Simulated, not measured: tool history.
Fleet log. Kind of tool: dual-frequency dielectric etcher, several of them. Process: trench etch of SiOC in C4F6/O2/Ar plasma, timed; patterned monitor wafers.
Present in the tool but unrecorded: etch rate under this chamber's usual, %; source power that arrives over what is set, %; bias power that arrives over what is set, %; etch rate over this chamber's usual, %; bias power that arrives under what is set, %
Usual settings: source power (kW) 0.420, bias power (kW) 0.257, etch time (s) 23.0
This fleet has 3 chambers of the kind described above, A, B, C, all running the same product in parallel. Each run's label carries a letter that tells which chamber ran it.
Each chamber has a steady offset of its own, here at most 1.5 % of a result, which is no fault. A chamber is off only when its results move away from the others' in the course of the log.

| run | day | source power (kW) | bias power (kW) | etch time (s) | hours since the last wet clean | hours since the last source power generator calibration | hours since the last bias power generator calibration | read-back reference wafer on the same gauge, depth_nm | mean etch depth across the wafer (Å) |
|---|---|---|---|---|---|---|---|---|---|
| 1C | 0.304 | 0.420 | 0.257 | 23.0 | 154.3 | 3105.7 | 2042.1 | 45.000 | 541.45 |
| 2B | 0.712 | 0.420 | 0.257 | 23.0 | 304.0 | 1251.7 | 1116.4 | 45.019 | 545.85 |
| 3A | 0.933 | 0.420 | 0.257 | 23.0 | 420.4 | 2432.4 | 3664.0 | 45.009 | 545.58 |
| 4C | 1.167 | 0.420 | 0.257 | 23.0 | 175.0 | 3126.4 | 2062.8 | 45.010 | 540.18 |
| 5B | 1.538 | 0.420 | 0.257 | 23.0 | 323.8 | 1271.5 | 1136.2 | 44.998 | 545.77 |
| 6A | 1.883 | 0.420 | 0.257 | 23.0 | 443.2 | 2455.2 | 3686.8 | 44.979 | 547.17 |
| 7C | 2.183 | 0.420 | 0.257 | 23.0 | 199.4 | 3150.8 | 2087.2 | 45.004 | 540.95 |
| 8B | 2.400 | 0.420 | 0.257 | 23.0 | 344.5 | 1292.2 | 1156.9 | 44.984 | 545.22 |
| 9A | 2.708 | 0.420 | 0.257 | 23.0 | 463.0 | 2475.0 | 3706.6 | 44.998 | 548.19 |
| 10A | 3.075 | 0.420 | 0.257 | 23.0 | 471.8 | 2483.8 | 3715.4 | 44.990 | 549.33 |
| 11C | 3.438 | 0.520 | 0.257 | 23.0 | 229.5 | 3180.9 | 2117.3 | 45.010 | 587.00 |
| 12B | 3.792 | 0.520 | 0.257 | 23.0 | 377.9 | 1325.6 | 1190.3 | 45.005 | 591.91 |
| 13B | 4.175 | 0.520 | 0.257 | 23.0 | 387.1 | 1334.8 | 1199.5 | 45.006 | 594.20 |
| 14A | 4.458 | 0.420 | 0.257 | 23.0 | 505.0 | 2517.0 | 3748.6 | 45.030 | 549.24 |
| 15C | 4.792 | 0.420 | 0.257 | 23.0 | 262.0 | 3213.4 | 2149.8 | 45.009 | 540.61 |
| 16B | 4.975 | 0.340 | 0.304 | 23.0 | 406.3 | 1354.0 | 1218.7 | 44.987 | 536.26 |
| 17C | 5.388 | 0.340 | 0.304 | 23.0 | 276.3 | 3227.7 | 2164.1 | 45.002 | 527.93 |
| 18A | 5.638 | 0.340 | 0.304 | 23.0 | 533.3 | 2545.3 | 3776.9 | 44.989 | 539.29 |
| 19A | 5.962 | 0.420 | 0.257 | 23.0 | 541.1 | 2553.1 | 3784.7 | 44.988 | 553.75 |
| 20C | 6.208 | 0.420 | 0.204 | 23.0 | 296.0 | 3247.4 | 2183.8 | 44.992 | 500.17 |
| 21B | 6.488 | 0.420 | 0.204 | 23.0 | 442.6 | 1390.3 | 1255.0 | 45.004 | 505.51 |
| 22A | 6.742 | 0.420 | 0.204 | 23.0 | 559.8 | 2571.8 | 3803.4 | 44.999 | 511.86 |
| 23C | 7.038 | 0.420 | 0.257 | 23.0 | 315.9 | 3267.3 | 2203.7 | 44.993 | 541.67 |
| 24B | 7.354 | 0.420 | 0.257 | 23.0 | 463.4 | 1411.1 | 1275.8 | 44.999 | 546.17 |
| 25A | 7.550 | 0.420 | 0.257 | 23.0 | 579.2 | 2591.2 | 3822.8 | 45.004 | 554.96 |
| 26C | 7.775 | 0.350 | 0.257 | 20.5 | 333.6 | 3285.0 | 2221.4 | 44.990 | 448.87 |
| 27B | 8.075 | 0.350 | 0.257 | 20.5 | 480.7 | 1428.4 | 1293.1 | 45.016 | 454.70 |
| 28B | 8.429 | 0.350 | 0.257 | 20.5 | 489.2 | 1436.9 | 1301.6 | 44.996 | 453.52 |

Next, every chamber runs the same settings. What will each give?
| 29A | 8.725 | 0.420 | 0.285 | 23.0 |  |  |  |  | ? |
| 29B | 8.725 | 0.420 | 0.285 | 23.0 |  |  |  |  | ? |
| 29C | 8.725 | 0.420 | 0.285 | 23.0 |  |  |  |  | ? |

| run | mean etch depth across the wafer (Å) |
|---|---|
| 29A | 574.65 |
| 29B | 567.37 |
| 29C | 559.53 |

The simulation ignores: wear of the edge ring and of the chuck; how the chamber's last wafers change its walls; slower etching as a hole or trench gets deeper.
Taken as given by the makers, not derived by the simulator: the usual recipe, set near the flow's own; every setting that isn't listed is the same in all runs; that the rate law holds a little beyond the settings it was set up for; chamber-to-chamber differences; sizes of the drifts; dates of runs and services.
